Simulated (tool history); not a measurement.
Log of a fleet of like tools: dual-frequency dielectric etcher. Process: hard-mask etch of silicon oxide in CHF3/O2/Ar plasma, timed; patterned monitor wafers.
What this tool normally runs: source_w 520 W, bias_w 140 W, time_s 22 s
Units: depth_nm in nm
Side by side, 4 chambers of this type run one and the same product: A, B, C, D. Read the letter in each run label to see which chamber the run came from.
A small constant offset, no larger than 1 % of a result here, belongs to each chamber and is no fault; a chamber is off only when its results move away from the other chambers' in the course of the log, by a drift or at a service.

run	hour	source_w	bias_w	time_s	read-back reference wafer on the same gauge, depth_nm	depth_nm
1C	12.4	520	140	22	39.498	37.936
2B	22.3	520	140	22	39.505	38.23
3D	31.4	520	140	22	39.536	37.778
4A	42.3	520	140	22	39.544	37.77
5D	55.4	520	140	22	39.547	37.954
# hour 64.4: chamber A: wet clean of the chamber
6A	65.4	520	140	22	39.564	37.785
7B	73.9	520	140	24	39.574	41.763
8C	80.7	520	140	24	39.563	41.377
9D	93.8	520	140	24	39.566	41.262
10C	100.8	520	140	24	39.602	41.436
11B	113.1	520	140	22	39.598	38.342
12A	123.5	520	140	22	39.62	37.865
13B	133.1	520	140	22	39.612	38.237
14A	142.8	580	140	22	39.623	39.606
# hour 154.4: chamber C: wet clean of the chamber
15C	155.8	580	140	22	39.628	39.539
16D	168.1	580	140	22	39.658	39.591
17C	178	580	140	22	39.663	39.696
18D	185.3	520	140	22	39.676	37.94
19B	199.3	520	140	22	39.669	38.396
20A	211.7	520	140	22	39.69	37.891
21C	218.6	520	109	20	39.692	31.873
22B	228.3	520	109	20	39.702	32.387
23D	237.2	520	109	20	39.714	32.066
# hour 240.6: chamber B: wet clean of the chamber
24A	246.6	520	109	20	39.721	31.944
25D	259.3	520	140	22	39.748	38.133
26A	267.2	520	140	22	39.732	38.012
27B	279.2	520	140	22	39.759	38.548
# hour 284.3: chamber C: source power generator calibrated
28C	293.9	520	140	22	39.759	38.103

The same settings go to every chamber for the next run, one line per chamber below. Forecast the results for each:
29A	304.4	520	140	28		?
29B	304.4	520	140	28		?
29C	304.4	520	140	28		?
29D	304.4	520	140	28		?

run	depth_nm
29A	48.284
29B	48.853
29C	48.689
29D	48.539
